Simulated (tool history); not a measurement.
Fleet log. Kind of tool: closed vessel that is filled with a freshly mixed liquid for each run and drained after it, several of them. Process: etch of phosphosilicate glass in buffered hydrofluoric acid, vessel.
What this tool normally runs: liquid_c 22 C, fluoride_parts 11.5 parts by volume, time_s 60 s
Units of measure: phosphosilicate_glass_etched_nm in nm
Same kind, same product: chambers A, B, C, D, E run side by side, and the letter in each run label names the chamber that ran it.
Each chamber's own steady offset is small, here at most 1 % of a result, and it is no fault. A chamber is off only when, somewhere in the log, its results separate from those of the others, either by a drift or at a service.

run   hour  liquid_c  fluoride_parts  time_s  hours since the thermometer was replaced  hours since the hydrofluoric acid flow meter was replaced  read-back film thickness of the phosphosilicate glass reference wafer, read on the same gauge (nm)  phosphosilicate_glass_etched_nm
 1A    3.3        22            11.5      60                                    1022.4                                                      693.3                                                                                              119.97                           439.02
 2E    7.7        22            11.5      60                                     269.2                                                     1695.7                                                                                              120.00                           436.76
 3C   10.0        22            11.5      60                                    1698.0                                                      529.4                                                                                              120.03                           435.27
 4D   12.3        22            11.5      60                                    1314.5                                                      400.1                                                                                              120.02                           427.20
 5B   16.4        22            11.5      60                                      26.9                                                      995.8                                                                                              120.01                           439.12
 6C   18.5        22            11.5      60                                    1706.5                                                      537.9                                                                                              119.99                           434.26
 7E   20.9        22            11.5      60                                     282.4                                                     1708.9                                                                                              120.01                           430.11
 8D   23.9        22             8.5      60                                    1326.1                                                      411.7                                                                                              119.97                           556.76
 9A   27.1        22             8.5      60                                    1046.2                                                      717.1                                                                                              119.99                           571.73
10B   29.3        22             8.5      60                                      39.8                                                     1008.7                                                                                              119.98                           566.99
11B   33.1        22             8.5      60                                      43.6                                                     1012.5                                                                                              120.01                           566.95
12C   35.6        22             8.5      60                                    1723.6                                                      555.0                                                                                              119.97                           570.78
13A   39.8        22            11.5      60                                    1058.9                                                      729.8                                                                                              119.99                           441.97
14E   43.6        22            11.5      60                                     305.1                                                     1731.6                                                                                              119.99                           434.05
15D   46.4        22            11.5      60                                    1348.6                                                      434.2                                                                                              120.03                           431.11
16B   50.3        22            11.5      60                                      60.8                                                     1029.7                                                                                              120.01                           434.00
17D   54.0        22            11.5      60                                    1356.2                                                      441.8                                                                                              120.03                           434.50
18E   56.9        22            11.5      60                                     318.4                                                     1744.9                                                                                              120.00                           434.48
19C   59.7        22            11.5      60                                    1747.7                                                      579.1                                                                                              119.98                           433.87
20A   63.4        22            11.5      60                                    1082.5                                                      753.4                                                                                              120.04                           438.97
21E   65.7        22            11.5      60                                     327.2                                                     1753.7                                                                                              120.00                           431.64
22D   68.1        22            11.5      60                                    1370.3                                                      455.9                                                                                              119.97                           433.90
23A   70.3        22            11.5      60                                    1089.4                                                      760.3                                                                                              119.96                           436.55
24C   72.7        22            11.5      60                                    1760.7                                                      592.1                                                                                              120.04                           433.05
25B   76.6        22            11.5      60                                      87.1                                                     1056.0                                                                                              120.02                           430.58
26B   80.3        22            11.5      60                                      90.8                                                     1059.7                                                                                              120.04                           438.46
27A   82.8        22            11.5      60                                    1101.9                                                      772.8                                                                                              119.99                           437.38
28C   86.0        22            11.5      60                                    1774.0                                                      605.4                                                                                              120.04                           433.13
29E   88.2        22            11.5      30                                     349.7                                                     1776.2                                                                                              119.93                           216.71
30D   92.2        22            11.5      30                                    1394.4                                                      480.0                                                                                              119.97                           216.15
31B   95.8        22            11.5      30                                     106.3                                                     1075.2                                                                                              120.04                           218.12
32A   97.9        22            11.5      30                                    1117.0                                                      787.9                                                                                              120.02                           220.17
33C  102.0        22            11.5      30                                    1790.0                                                      621.4                                                                                              119.96                           215.64
34D  105.0        22            11.5      60                                    1407.2                                                      492.8                                                                                              119.98                           428.28
35E  109.0        22            11.5      60                                     370.5                                                     1797.0                                                                                              120.01                           433.04
36A  111.0        22            11.5      60                                    1130.1                                                      801.0                                                                                              120.04                           438.52
37D  113.3        22            11.5      60                                    1415.5                                                      501.1                                                                                              120.03                           433.37
38C  115.6        22            11.5      60                                    1803.6                                                      635.0                                                                                              120.01                           437.26
39B  118.4        22            11.5      60                                     128.9                                                     1097.8                                                                                              119.96                           436.00

Read the log: is a single chamber off, either drifting away or since a service, is the gauge that measures every chamber drifting, or is nothing wrong beyond small per-chamber offsets? Name any odd chamber and what most likely caused it.

Beyond each chamber's small constant offset nothing stands out, and the gauge stays steady.

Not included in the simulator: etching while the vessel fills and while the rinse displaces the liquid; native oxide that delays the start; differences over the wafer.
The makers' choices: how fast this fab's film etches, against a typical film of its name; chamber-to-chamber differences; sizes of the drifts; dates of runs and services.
